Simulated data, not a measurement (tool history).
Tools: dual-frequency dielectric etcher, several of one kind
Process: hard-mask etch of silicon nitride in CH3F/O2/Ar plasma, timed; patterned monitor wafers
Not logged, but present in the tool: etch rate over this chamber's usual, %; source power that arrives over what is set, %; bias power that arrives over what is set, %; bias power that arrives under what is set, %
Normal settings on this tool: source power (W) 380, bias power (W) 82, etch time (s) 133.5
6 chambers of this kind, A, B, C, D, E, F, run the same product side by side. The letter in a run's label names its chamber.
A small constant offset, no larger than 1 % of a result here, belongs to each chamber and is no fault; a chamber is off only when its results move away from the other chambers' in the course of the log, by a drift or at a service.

run	hour	source power (W)	bias power (W)	etch time (s)	hours since the last wet clean	hours since the last source power generator calibration	hours since the last bias power generator calibration	read-back reference wafer on the same gauge, depth_nm	mean etch depth across the wafer (nm)
1D	7	380	82	133.5	515.5	348.6	672.8	96.11	96.219
2A	13.1	380	82	133.5	106.1	1853	1524.5	96.083	96.363
3B	24.1	380	82	133.5	92	2314.7	246.9	96.166	95.821
4C	33	380	82	133.5	121.8	776.1	411	96.092	96.3
5E	44.1	350	100	133.5	76.4	1090.3	335.3	96.001	100.02
6F	55.6	350	100	133.5	176.7	2936.8	2408.8	96.044	99.838
7F	62.4	350	100	133.5	183.5	2943.6	2415.6	96.133	99.966
8B	74.9	350	100	133.5	142.8	2365.5	297.7	96.087	99.693
9C	80.9	350	100	133.5	169.7	824	458.9	96.172	100.43
10D	91	350	100	133.5	599.5	432.6	756.8	96.04	100.25
11A	97.7	380	82	133.5	190.7	1937.6	1609.1	96.069	96.799
12E	103.9	380	82	133.5	136.2	1150.1	395.1	96.082	95.127
13B	116.5	380	82	133.5	184.4	2407.1	339.3	96.11	95.671
# hour 118.5: chamber D: wet clean of the chamber
14F	128.5	380	82	133.5	249.6	3009.7	2481.7	96.029	96.452
15A	135.8	380	82	133.5	228.8	1975.7	1647.2	96.126	96.626
16C	145	380	82	133.5	233.8	888.1	523	96.13	95.673
17E	155.8	380	82	133.5	188.1	1202	447	96.235	95.815
18D	162.6	380	82	133.5	44.2	504.2	828.4	96.079	96.621
19E	168.2	380	82	133.5	200.5	1214.4	459.4	96.116	95.803
20D	180.8	380	82	133.5	62.4	522.4	846.6	96.118	96.124
21C	189.9	380	82	133.5	278.7	933	567.9	96.034	95.66
22F	197.3	380	82	133.5	318.4	3078.5	2550.5	96.069	96.424
23A	205.8	380	82	133.5	298.8	2045.7	1717.2	96.051	97.44
24B	211.9	380	82	133.5	279.8	2502.5	434.7	96.099	96.562
25F	224.3	380	82	133.5	345.4	3105.5	2577.5	96.011	95.63
26C	235.9	380	82	133.5	324.7	979	613.9	96.089	95.943
27D	245.4	380	82	133.5	127	587	911.2	96.148	96.032
28E	255.7	380	82	133.5	288	1301.9	546.9	96.167	95.293
29B	266.1	380	82	133.5	334	2556.7	488.9	96.256	95.287
# hour 271.7: chamber A: wet clean of the chamber
30A	276.7	380	82	133.5	5	2116.6	1788.1	96.102	96.127
# hour 281.5: chamber F: wet clean of the chamber
31D	282.6	380	82	133.5	164.2	624.2	948.4	96.135	95.87
32B	291.2	380	82	133.5	359.1	2581.8	514	96.046	95.262
33C	301.2	380	82	133.5	390	1044.3	679.2	96.152	95.761
34F	311.2	380	82	133.5	29.8	3192.4	2664.4	96.151	96.031
35E	318.1	380	82	133.5	350.4	1364.3	609.3	96.007	95.601
36A	328.5	380	82	133.5	56.8	2168.4	1839.9	96.07	97.239

Predict what each chamber gives when all 6 of them run the settings below next.
37A	337.6	380	75	133.5					?
37B	337.6	380	75	133.5					?
37C	337.6	380	75	133.5					?
37D	337.6	380	75	133.5					?
37E	337.6	380	75	133.5					?
37F	337.6	380	75	133.5					?

run	mean etch depth across the wafer (nm)
37A	93.758
37B	92.743
37C	93.859
37D	92.441
37E	92.444
37F	93.302
